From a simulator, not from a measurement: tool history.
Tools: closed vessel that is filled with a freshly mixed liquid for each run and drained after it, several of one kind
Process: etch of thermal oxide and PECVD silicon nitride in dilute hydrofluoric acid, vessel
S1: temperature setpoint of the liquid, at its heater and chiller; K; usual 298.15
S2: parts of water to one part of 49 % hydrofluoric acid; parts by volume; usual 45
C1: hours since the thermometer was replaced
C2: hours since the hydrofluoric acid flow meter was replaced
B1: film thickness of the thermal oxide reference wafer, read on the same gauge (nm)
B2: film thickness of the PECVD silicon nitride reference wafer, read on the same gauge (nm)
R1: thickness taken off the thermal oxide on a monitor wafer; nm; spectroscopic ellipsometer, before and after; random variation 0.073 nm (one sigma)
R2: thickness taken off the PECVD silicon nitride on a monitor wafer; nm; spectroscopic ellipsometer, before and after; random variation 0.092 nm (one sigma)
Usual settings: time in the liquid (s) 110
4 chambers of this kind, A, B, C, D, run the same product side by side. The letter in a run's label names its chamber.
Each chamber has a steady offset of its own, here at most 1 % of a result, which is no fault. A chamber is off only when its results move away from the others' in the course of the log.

{"run": "1C", "hour": 11.3, "S1": 298.15, "S2": 45, "time in the liquid (s)": 110, "C1": 2182.1, "C2": 36, "B1": 149.99, "B2": 69.992, "R1": 12.715, "R2": 10.724}
{"run": "2D", "hour": 23.4, "S1": 298.15, "S2": 45, "time in the liquid (s)": 110, "C1": 637.2, "C2": 738.9, "B1": 150.01, "B2": 70.02, "R1": 12.752, "R2": 10.59}
{"run": "3A", "hour": 37.2, "S1": 298.15, "S2": 45, "time in the liquid (s)": 110, "C1": 63.8, "C2": 818.8, "B1": 150.01, "B2": 70.031, "R1": 12.565, "R2": 10.558}
{"run": "4B", "hour": 44.6, "S1": 298.15, "S2": 45, "time in the liquid (s)": 110, "C1": 84.4, "C2": 680.9, "B1": 150.02, "B2": 70.004, "R1": 12.708, "R2": 10.483}
{"run": "5A", "hour": 51.7, "S1": 298.15, "S2": 45, "time in the liquid (s)": 110, "C1": 78.3, "C2": 833.3, "B1": 150, "B2": 70.017, "R1": 12.7, "R2": 10.537}
{"run": "6B", "hour": 59.9, "S1": 298.15, "S2": 45, "time in the liquid (s)": 110, "C1": 99.7, "C2": 696.2, "B1": 149.99, "B2": 69.995, "R1": 12.521, "R2": 10.551}
{"run": "7D", "hour": 71.1, "S1": 298.15, "S2": 45, "time in the liquid (s)": 110, "C1": 684.9, "C2": 786.6, "B1": 150, "B2": 70.021, "R1": 12.644, "R2": 10.63}
{"run": "8C", "hour": 86.7, "S1": 298.15, "S2": 45, "time in the liquid (s)": 110, "C1": 2257.5, "C2": 111.4, "B1": 150.01, "B2": 70.03, "R1": 12.697, "R2": 10.636}
{"run": "9B", "hour": 99.0, "S1": 298.15, "S2": 45, "time in the liquid (s)": 110, "C1": 138.8, "C2": 735.3, "B1": 150.02, "B2": 70.005, "R1": 12.66, "R2": 10.396}
{"run": "10A", "hour": 114.5, "S1": 298.15, "S2": 45, "time in the liquid (s)": 110, "C1": 141.1, "C2": 896.1, "B1": 149.99, "B2": 70.009, "R1": 12.569, "R2": 10.443}
{"run": "11D", "hour": 126.6, "S1": 298.15, "S2": 45, "time in the liquid (s)": 110, "C1": 740.4, "C2": 842.1, "B1": 150.01, "B2": 69.987, "R1": 12.664, "R2": 10.719}
{"run": "12C", "hour": 136.2, "S1": 298.15, "S2": 45, "time in the liquid (s)": 110, "C1": 2307, "C2": 160.9, "B1": 150.01, "B2": 69.995, "R1": 12.646, "R2": 10.689}
{"run": "13A", "hour": 143.9, "S1": 298.15, "S2": 45, "time in the liquid (s)": 110, "C1": 170.5, "C2": 925.5, "B1": 150, "B2": 69.993, "R1": 12.74, "R2": 10.504}
{"run": "14D", "hour": 156.1, "S1": 298.15, "S2": 45, "time in the liquid (s)": 110, "C1": 769.9, "C2": 871.6, "B1": 150, "B2": 70.004, "R1": 12.618, "R2": 10.78}
{"hour": 171.9, "done": "chamber B: hydrofluoric acid flow meter replaced"}
{"run": "15B", "hour": 172.1, "S1": 298.15, "S2": 45, "time in the liquid (s)": 110, "C1": 211.9, "C2": 0.3, "B1": 150.01, "B2": 69.991, "R1": 12.735, "R2": 10.472}
{"run": "16C", "hour": 180.2, "S1": 298.15, "S2": 45, "time in the liquid (s)": 110, "C1": 2351, "C2": 204.9, "B1": 150, "B2": 70.007, "R1": 12.717, "R2": 10.589}
{"run": "17B", "hour": 189.5, "S1": 298.15, "S2": 45, "time in the liquid (s)": 110, "C1": 229.3, "C2": 17.7, "B1": 150.01, "B2": 70.02, "R1": 12.845, "R2": 10.419}
{"run": "18C", "hour": 202.2, "S1": 298.15, "S2": 55, "time in the liquid (s)": 165, "C1": 2373, "C2": 226.9, "B1": 150.01, "B2": 69.967, "R1": 15.441, "R2": 13.018}
{"run": "19D", "hour": 210.1, "S1": 298.15, "S2": 55, "time in the liquid (s)": 165, "C1": 823.9, "C2": 925.6, "B1": 150, "B2": 69.969, "R1": 15.202, "R2": 13.098}
{"run": "20A", "hour": 221.7, "S1": 298.15, "S2": 55, "time in the liquid (s)": 165, "C1": 248.3, "C2": 1003.3, "B1": 149.99, "B2": 69.962, "R1": 15.269, "R2": 12.897}
{"hour": 225.8, "done": "chamber C: thermometer replaced"}
{"run": "21A", "hour": 235.7, "S1": 298.15, "S2": 55, "time in the liquid (s)": 165, "C1": 262.3, "C2": 1017.3, "B1": 150, "B2": 70.001, "R1": 15.17, "R2": 13.255}
{"run": "22D", "hour": 247.2, "S1": 298.15, "S2": 45, "time in the liquid (s)": 110, "C1": 861, "C2": 962.7, "B1": 150, "B2": 69.989, "R1": 12.577, "R2": 10.548}
{"hour": 249.7, "done": "chamber D: thermometer replaced"}
{"run": "23B", "hour": 256.9, "S1": 299.65, "S2": 60, "time in the liquid (s)": 110, "C1": 296.7, "C2": 85.1, "B1": 149.98, "B2": 70.003, "R1": 9.8206, "R2": 8.7681}
{"run": "24C", "hour": 265.5, "S1": 299.65, "S2": 60, "time in the liquid (s)": 110, "C1": 39.8, "C2": 290.2, "B1": 150, "B2": 70.019, "R1": 9.9489, "R2": 8.6865}
{"run": "25B", "hour": 277.5, "S1": 299.65, "S2": 60, "time in the liquid (s)": 110, "C1": 317.3, "C2": 105.7, "B1": 149.99, "B2": 70.004, "R1": 9.8945, "R2": 8.8502}
{"run": "26C", "hour": 293.3, "S1": 299.65, "S2": 60, "time in the liquid (s)": 110, "C1": 67.6, "C2": 318, "B1": 150, "B2": 69.988, "R1": 9.9465, "R2": 8.6981}
{"run": "27A", "hour": 307.1, "S1": 298.15, "S2": 45, "time in the liquid (s)": 45, "C1": 333.7, "C2": 1088.7, "B1": 149.99, "B2": 69.99, "R1": 5.1342, "R2": 4.3712}
{"run": "28D", "hour": 317.4, "S1": 298.15, "S2": 45, "time in the liquid (s)": 45, "C1": 67.7, "C2": 1032.9, "B1": 149.99, "B2": 70.03, "R1": 5.172, "R2": 4.3646}
{"run": "29C", "hour": 327.5, "S1": 298.15, "S2": 45, "time in the liquid (s)": 45, "C1": 101.8, "C2": 352.2, "B1": 150.01, "B2": 69.998, "R1": 5.1847, "R2": 4.3214}
{"run": "30D", "hour": 337.8, "S1": 298.15, "S2": 45, "time in the liquid (s)": 45, "C1": 88.1, "C2": 1053.3, "B1": 150.03, "B2": 69.979, "R1": 5.1964, "R2": 4.2938}

All 4 chambers run these settings next. Forecast each chamber's results:
{"run": "31A", "hour": 349.8, "S1": 298.15, "S2": 40, "time in the liquid (s)": 110, "R1": "?", "R2": "?"}
{"run": "31B", "hour": 349.8, "S1": 298.15, "S2": 40, "time in the liquid (s)": 110, "R1": "?", "R2": "?"}
{"run": "31C", "hour": 349.8, "S1": 298.15, "S2": 40, "time in the liquid (s)": 110, "R1": "?", "R2": "?"}
{"run": "31D", "hour": 349.8, "S1": 298.15, "S2": 40, "time in the liquid (s)": 110, "R1": "?", "R2": "?"}

run=31A R1=14.339 R2=11.863
run=31B R1=14.467 R2=11.683
run=31C R1=14.467 R2=11.773
run=31D R1=14.322 R2=11.863

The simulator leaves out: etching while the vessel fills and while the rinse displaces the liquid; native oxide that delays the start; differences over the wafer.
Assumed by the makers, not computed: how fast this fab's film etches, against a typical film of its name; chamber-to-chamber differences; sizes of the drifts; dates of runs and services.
